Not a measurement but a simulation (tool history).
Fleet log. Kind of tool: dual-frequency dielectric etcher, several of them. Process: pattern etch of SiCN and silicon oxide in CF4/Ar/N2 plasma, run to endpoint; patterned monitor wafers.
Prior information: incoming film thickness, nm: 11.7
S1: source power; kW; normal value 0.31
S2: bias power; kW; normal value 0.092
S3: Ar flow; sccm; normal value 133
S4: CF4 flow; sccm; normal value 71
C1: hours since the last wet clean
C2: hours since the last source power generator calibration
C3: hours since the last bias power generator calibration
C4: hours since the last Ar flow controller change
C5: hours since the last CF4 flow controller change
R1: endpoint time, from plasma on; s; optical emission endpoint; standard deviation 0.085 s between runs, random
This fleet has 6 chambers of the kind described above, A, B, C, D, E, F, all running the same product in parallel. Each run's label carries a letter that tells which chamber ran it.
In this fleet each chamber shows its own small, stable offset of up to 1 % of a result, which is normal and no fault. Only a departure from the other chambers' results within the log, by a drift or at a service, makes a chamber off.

{"run": "1B", "day": 0.354, "S1": 0.31, "S2": 0.092, "S3": 133, "S4": 71, "C1": 472.1, "C2": 2239.1, "C3": 785.1, "C4": 2057, "C5": 414.5, "R1": 18.016}
{"run": "2D", "day": 0.75, "S1": 0.31, "S2": 0.092, "S3": 133, "S4": 71, "C1": 177.8, "C2": 30.2, "C3": 2825.4, "C4": 4859.5, "C5": 740.8, "R1": 17.925}
{"run": "3E", "day": 1.046, "S1": 0.31, "S2": 0.092, "S3": 133, "S4": 71, "C1": 410, "C2": 219.9, "C3": 941.3, "C4": 2146, "C5": 1688.6, "R1": 17.707}
{"run": "4A", "day": 1.304, "S1": 0.31, "S2": 0.092, "S3": 133, "S4": 71, "C1": 211.8, "C2": 1179.4, "C3": 2609.5, "C4": 3063.5, "C5": 696.5, "R1": 17.99}
{"run": "5F", "day": 1.517, "S1": 0.31, "S2": 0.092, "S3": 133, "S4": 71, "C1": 319.4, "C2": 1888.4, "C3": 129.2, "C4": 488.9, "C5": 1394, "R1": 18.16}
{"run": "6C", "day": 1.712, "S1": 0.31, "S2": 0.092, "S3": 133, "S4": 71, "C1": 123, "C2": 762.3, "C3": 1278.8, "C4": 970.2, "C5": 3202.8, "R1": 18.018}
{"run": "7C", "day": 2.033, "S1": 0.31, "S2": 0.092, "S3": 133, "S4": 71, "C1": 130.7, "C2": 770, "C3": 1286.5, "C4": 977.9, "C5": 3210.5, "R1": 17.919}
{"run": "8B", "day": 2.229, "S1": 0.31, "S2": 0.092, "S3": 133, "S4": 71, "C1": 517.1, "C2": 2284.1, "C3": 830.1, "C4": 2102, "C5": 459.5, "R1": 18.093}
{"day": 2.354, "done": "chamber A: bias power generator calibrated"}
{"run": "9F", "day": 2.496, "S1": 0.31, "S2": 0.092, "S3": 133, "S4": 71, "C1": 342.9, "C2": 1911.9, "C3": 152.7, "C4": 512.4, "C5": 1417.5, "R1": 18.116}
{"day": 2.654, "done": "chamber B: wet clean of the chamber"}
{"run": "10D", "day": 2.883, "S1": 0.31, "S2": 0.092, "S3": 133, "S4": 71, "C1": 229, "C2": 81.4, "C3": 2876.6, "C4": 4910.7, "C5": 792, "R1": 17.868}
{"run": "11A", "day": 3.125, "S1": 0.31, "S2": 0.092, "S3": 133, "S4": 71, "C1": 255.5, "C2": 1223.1, "C3": 18.6, "C4": 3107.2, "C5": 740.2, "R1": 17.789}
{"run": "12E", "day": 3.517, "S1": 0.31, "S2": 0.092, "S3": 133, "S4": 71, "C1": 469.3, "C2": 279.2, "C3": 1000.6, "C4": 2205.3, "C5": 1747.9, "R1": 17.824}
{"run": "13E", "day": 3.812, "S1": 0.31, "S2": 0.092, "S3": 133, "S4": 71, "C1": 476.4, "C2": 286.3, "C3": 1007.7, "C4": 2212.4, "C5": 1755, "R1": 17.91}
{"run": "14A", "day": 4.062, "S1": 0.31, "S2": 0.092, "S3": 133, "S4": 71, "C1": 278, "C2": 1245.6, "C3": 41.1, "C4": 3129.7, "C5": 762.7, "R1": 17.874}
{"run": "15F", "day": 4.275, "S1": 0.27, "S2": 0.092, "S3": 155, "S4": 71, "C1": 385.6, "C2": 1954.6, "C3": 195.4, "C4": 555.1, "C5": 1460.2, "R1": 20.932}
{"run": "16B", "day": 4.471, "S1": 0.27, "S2": 0.092, "S3": 155, "S4": 71, "C1": 43.7, "C2": 2337.9, "C3": 883.9, "C4": 2155.8, "C5": 513.3, "R1": 20.656}
{"run": "17C", "day": 4.808, "S1": 0.27, "S2": 0.092, "S3": 155, "S4": 71, "C1": 197.3, "C2": 836.6, "C3": 1353.1, "C4": 1044.5, "C5": 3277.1, "R1": 20.332}
{"run": "18D", "day": 5.146, "S1": 0.27, "S2": 0.092, "S3": 155, "S4": 71, "C1": 283.3, "C2": 135.7, "C3": 2930.9, "C4": 4965, "C5": 846.3, "R1": 20.887}
{"run": "19E", "day": 5.454, "S1": 0.27, "S2": 0.092, "S3": 155, "S4": 71, "C1": 515.8, "C2": 325.7, "C3": 1047.1, "C4": 2251.8, "C5": 1794.4, "R1": 20.608}
{"day": 5.621, "done": "chamber D: Ar flow controller replaced"}
{"run": "20C", "day": 5.758, "S1": 0.27, "S2": 0.092, "S3": 155, "S4": 71, "C1": 220.1, "C2": 859.4, "C3": 1375.9, "C4": 1067.3, "C5": 3299.9, "R1": 20.182}
{"day": 5.862, "done": "chamber A: wet clean of the chamber"}
{"run": "21A", "day": 6.133, "S1": 0.31, "S2": 0.092, "S3": 133, "S4": 71, "C1": 6.6, "C2": 1295.3, "C3": 90.8, "C4": 3179.4, "C5": 812.4, "R1": 18.012}
{"run": "22B", "day": 6.483, "S1": 0.27, "S2": 0.092, "S3": 133, "S4": 71, "C1": 92, "C2": 2386.2, "C3": 932.2, "C4": 2204.1, "C5": 561.6, "R1": 20.444}
{"day": 6.679, "done": "chamber E: wet clean of the chamber"}
{"day": 6.771, "done": "chamber F: wet clean of the chamber"}
{"run": "23D", "day": 6.792, "S1": 0.27, "S2": 0.092, "S3": 133, "S4": 71, "C1": 322.8, "C2": 175.2, "C3": 2970.4, "C4": 28.1, "C5": 885.8, "R1": 20.038}
{"run": "24F", "day": 6.979, "S1": 0.27, "S2": 0.092, "S3": 133, "S4": 71, "C1": 5, "C2": 2019.5, "C3": 260.3, "C4": 620, "C5": 1525.1, "R1": 20.381}
{"run": "25C", "day": 7.238, "S1": 0.27, "S2": 0.092, "S3": 133, "S4": 71, "C1": 255.6, "C2": 894.9, "C3": 1411.4, "C4": 1102.8, "C5": 3335.4, "R1": 19.72}
{"run": "26D", "day": 7.542, "S1": 0.27, "S2": 0.092, "S3": 133, "S4": 71, "C1": 340.8, "C2": 193.2, "C3": 2988.4, "C4": 46.1, "C5": 903.8, "R1": 20.258}
{"run": "27B", "day": 7.771, "S1": 0.27, "S2": 0.092, "S3": 133, "S4": 71, "C1": 122.9, "C2": 2417.1, "C3": 963.1, "C4": 2235, "C5": 592.5, "R1": 20.353}
{"run": "28A", "day": 8.021, "S1": 0.31, "S2": 0.092, "S3": 133, "S4": 71, "C1": 51.9, "C2": 1340.6, "C3": 136.1, "C4": 3224.7, "C5": 857.7, "R1": 17.935}
{"run": "29E", "day": 8.262, "S1": 0.31, "S2": 0.092, "S3": 133, "S4": 71, "C1": 38.1, "C2": 393.1, "C3": 1114.5, "C4": 2319.2, "C5": 1861.8, "R1": 17.898}
{"run": "30F", "day": 8.562, "S1": 0.31, "S2": 0.092, "S3": 133, "S4": 71, "C1": 43, "C2": 2057.5, "C3": 298.3, "C4": 658, "C5": 1563.1, "R1": 18.25}
{"run": "31A", "day": 8.821, "S1": 0.31, "S2": 0.092, "S3": 133, "S4": 71, "C1": 71.1, "C2": 1359.8, "C3": 155.3, "C4": 3243.9, "C5": 876.9, "R1": 17.882}
{"run": "32B", "day": 9.067, "S1": 0.31, "S2": 0.092, "S3": 133, "S4": 71, "C1": 154, "C2": 2448.2, "C3": 994.2, "C4": 2266.1, "C5": 623.6, "R1": 17.87}
{"run": "33E", "day": 9.242, "S1": 0.31, "S2": 0.092, "S3": 133, "S4": 71, "C1": 61.6, "C2": 416.6, "C3": 1138, "C4": 2342.7, "C5": 1885.3, "R1": 17.989}
{"run": "34D", "day": 9.479, "S1": 0.31, "S2": 0.092, "S3": 133, "S4": 71, "C1": 387.3, "C2": 239.7, "C3": 3034.9, "C4": 92.6, "C5": 950.3, "R1": 17.987}
{"run": "35C", "day": 9.862, "S1": 0.31, "S2": 0.092, "S3": 133, "S4": 71, "C1": 318.6, "C2": 957.9, "C3": 1474.4, "C4": 1165.8, "C5": 3398.4, "R1": 17.332}
{"run": "36F", "day": 10.192, "S1": 0.31, "S2": 0.092, "S3": 133, "S4": 71, "C1": 82.1, "C2": 2096.6, "C3": 337.4, "C4": 697.1, "C5": 1602.2, "R1": 18.306}
{"run": "37B", "day": 10.454, "S1": 0.31, "S2": 0.092, "S3": 133, "S4": 71, "C1": 187.3, "C2": 2481.5, "C3": 1027.5, "C4": 2299.4, "C5": 656.9, "R1": 18.066}
{"run": "38E", "day": 10.812, "S1": 0.31, "S2": 0.092, "S3": 133, "S4": 71, "C1": 99.3, "C2": 454.3, "C3": 1175.7, "C4": 2380.4, "C5": 1923, "R1": 17.723}
{"run": "39C", "day": 11.188, "S1": 0.31, "S2": 0.085, "S3": 133, "S4": 62, "C1": 350.4, "C2": 989.7, "C3": 1506.2, "C4": 1197.6, "C5": 3430.2, "R1": 17.971}

What goes on in this fleet: one chamber off, a drifting gauge, or nothing beyond the chambers' own small offsets? Name the chamber and the cause, if any.

It is chamber C that slowly wanders off from its peers.
Most likely cause: etch rate over this chamber's usual, % = 5.29.
The log may not tell that from: source power that arrives over what is set, %.

Which of the 4 candidates below, each the usual settings with something changed and its results left as question marks, puts chamber C back in line with what the other chambers give on the usual settings?
Allowed miss from the other chambers' usual-settings mean, per result, to count as in line: R1 0.3 s
{"run": "40C-1", "day": 11.471, "S1": 0.31, "S2": 0.102, "S3": 128, "S4": 71, "R1": "?"}
{"run": "40C-2", "day": 11.471, "S1": 0.34, "S2": 0.096, "S3": 131, "S4": 72, "R1": "?"}
{"run": "40C-3", "day": 11.471, "S1": 0.31, "S2": 0.092, "S3": 156, "S4": 59, "R1": "?"}
{"run": "40C-4", "day": 11.471, "S1": 0.28, "S2": 0.088, "S3": 133, "S4": 71, "R1": "?"}

The mean the other chambers reach with the usual settings: R1 17.956 s
run=40C-1 R1=16.393
run=40C-2 R1=15.512
run=40C-3 R1=17.996
run=40C-4 R1=19.026
40C-3 is the one that brings the chamber's results back in line with the other chambers.
